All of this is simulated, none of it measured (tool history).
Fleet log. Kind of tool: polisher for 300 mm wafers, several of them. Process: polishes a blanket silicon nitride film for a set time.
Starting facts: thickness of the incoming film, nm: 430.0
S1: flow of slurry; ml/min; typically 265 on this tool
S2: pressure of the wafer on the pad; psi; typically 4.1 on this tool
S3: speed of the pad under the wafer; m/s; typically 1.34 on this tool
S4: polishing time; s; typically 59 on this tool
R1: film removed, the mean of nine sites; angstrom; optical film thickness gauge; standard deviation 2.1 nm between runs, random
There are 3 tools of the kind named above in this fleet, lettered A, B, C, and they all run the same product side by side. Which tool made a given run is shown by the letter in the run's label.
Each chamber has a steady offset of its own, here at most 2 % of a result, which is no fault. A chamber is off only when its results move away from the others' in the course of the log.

-- hour=0.8 chamber B: worn pad replaced by a new one
run 1A hour=4.1 | S1=265 S2=4.1 S3=1.34 S4=59 | R1=1794.7
run 2B hour=8.2 | S1=265 S2=4.1 S3=1.34 S4=59 | R1=1805.9
run 3C hour=13.4 | S1=265 S2=4.1 S3=1.34 S4=59 | R1=1837.1
run 4A hour=17.6 | S1=265 S2=4.1 S3=1.34 S4=59 | R1=1781.4
run 5B hour=20 | S1=265 S2=4.1 S3=1.34 S4=59 | R1=1756.7
-- hour=24.2 chamber A: worn pad replaced by a new one
run 6C hour=24.2 | S1=265 S2=4.1 S3=1.34 S4=59 | R1=1816.9
run 7C hour=27.1 | S1=265 S2=4.1 S3=1.34 S4=59 | R1=1794.5
run 8A hour=31.8 | S1=265 S2=4.1 S3=1.34 S4=59 | R1=1782.1
run 9B hour=36.7 | S1=265 S2=4.1 S3=1.34 S4=49 | R1=1480.4
run 10C hour=39.6 | S1=265 S2=4.1 S3=1.34 S4=49 | R1=1527.3
run 11B hour=45.1 | S1=265 S2=4.1 S3=1.34 S4=49 | R1=1470.2
run 12A hour=47.5 | S1=265 S2=4.1 S3=1.34 S4=67 | R1=2065.1
run 13B hour=51.6 | S1=265 S2=4.1 S3=1.34 S4=67 | R1=2030.5
run 14A hour=55 | S1=265 S2=4.1 S3=1.34 S4=67 | R1=2054.2
run 15C hour=59.5 | S1=265 S2=4.1 S3=1.34 S4=59 | R1=1862.7
run 16C hour=62.7 | S1=265 S2=4.1 S3=1.34 S4=59 | R1=1827.1
run 17B hour=67 | S1=265 S2=4.1 S3=1.34 S4=59 | R1=1753.9
run 18A hour=71.6 | S1=265 S2=4.1 S3=1.34 S4=59 | R1=1773.6
run 19C hour=75.4 | S1=265 S2=4.1 S3=1.34 S4=59 | R1=1882.3
-- hour=76.3 chamber B: worn pad replaced by a new one
run 20A hour=79.3 | S1=265 S2=4.1 S3=1.34 S4=59 | R1=1856.7
run 21B hour=83.1 | S1=265 S2=4.1 S3=1.34 S4=59 | R1=1769.3
run 22B hour=86.6 | S1=265 S2=4.1 S3=1.34 S4=59 | R1=1789.3
-- hour=90.3 chamber A: worn pad replaced by a new one
run 23A hour=91.2 | S1=265 S2=4.1 S3=1.34 S4=59 | R1=1790.3
run 24C hour=95.2 | S1=265 S2=4.1 S3=1.34 S4=59 | R1=1900
run 25B hour=97.7 | S1=265 S2=4.1 S3=1.14 S4=39 | R1=1038.4
-- hour=98.9 chamber C: worn pad replaced by a new one
run 26C hour=103.1 | S1=265 S2=4.1 S3=1.14 S4=39 | R1=1118.9
run 27A hour=107.5 | S1=265 S2=4.1 S3=1.14 S4=39 | R1=1053.2
run 28B hour=112.8 | S1=265 S2=4.1 S3=1.34 S4=59 | R1=1759.7
-- hour=116.5 chamber A: slurry nozzle cleaned
run 29A hour=117.9 | S1=265 S2=4.1 S3=1.34 S4=59 | R1=1827.9
run 30C hour=121.1 | S1=265 S2=4.1 S3=1.34 S4=59 | R1=1914
run 31B hour=124 | S1=265 S2=4.1 S3=1.34 S4=59 | R1=1773.3
run 32C hour=129.2 | S1=265 S2=4.1 S3=1.34 S4=59 | R1=1940.8
run 33A hour=132.8 | S1=265 S2=4.1 S3=1.34 S4=59 | R1=1772.9
run 34B hour=138 | S1=265 S2=4.1 S3=1.34 S4=59 | R1=1751.5
run 35C hour=142.2 | S1=265 S2=3.5 S3=1.06 S4=59 | R1=1399.9
-- hour=146.3 chamber A: worn pad replaced by a new one
run 36A hour=146.7 | S1=265 S2=3.5 S3=1.06 S4=59 | R1=1250.7
run 37A hour=149.3 | S1=265 S2=3.5 S3=1.06 S4=59 | R1=1241.2
run 38B hour=151.9 | S1=265 S2=4.1 S3=1.34 S4=59 | R1=1769.8
run 39C hour=157.2 | S1=265 S2=4.1 S3=1.34 S4=59 | R1=2017.7

Does one chamber stand apart from the rest, does the shared gauge drift, or is all well apart from small per-chamber offsets? Give the chamber and the most likely cause, where there is one.

Little by little, chamber C moves away from the other chambers.
Likeliest cause: head's pressure above its setpoint, % = 10.8.

Chamber C could run next with any of the 4 candidate recipes listed below; each alters the usual settings, and their results appear as question marks. Which one brings its results back in line with what the other chambers deliver on the usual settings?
A result is in line if it is within this distance of the other chambers' mean on the usual settings: R1 72 angstrom
run 40C-1 hour=161.2 | S1=265 S2=4.1 S3=1.34 S4=56 | R1=?
run 40C-2 hour=161.2 | S1=270 S2=4.6 S3=1.34 S4=59 | R1=?
run 40C-3 hour=161.2 | S1=265 S2=3.9 S3=1.3 S4=56 | R1=?
run 40C-4 hour=161.2 | S1=265 S2=4.2 S3=1.36 S4=60 | R1=?

Usual-settings mean across the other chambers: R1 1781.6 angstrom
run=40C-1 R1=1917.7
run=40C-2 R1=2271.3
run=40C-3 R1=1780.8
run=40C-4 R1=2129.7
The answer is 40C-3, which returns the chamber to within the allowed miss of the others.
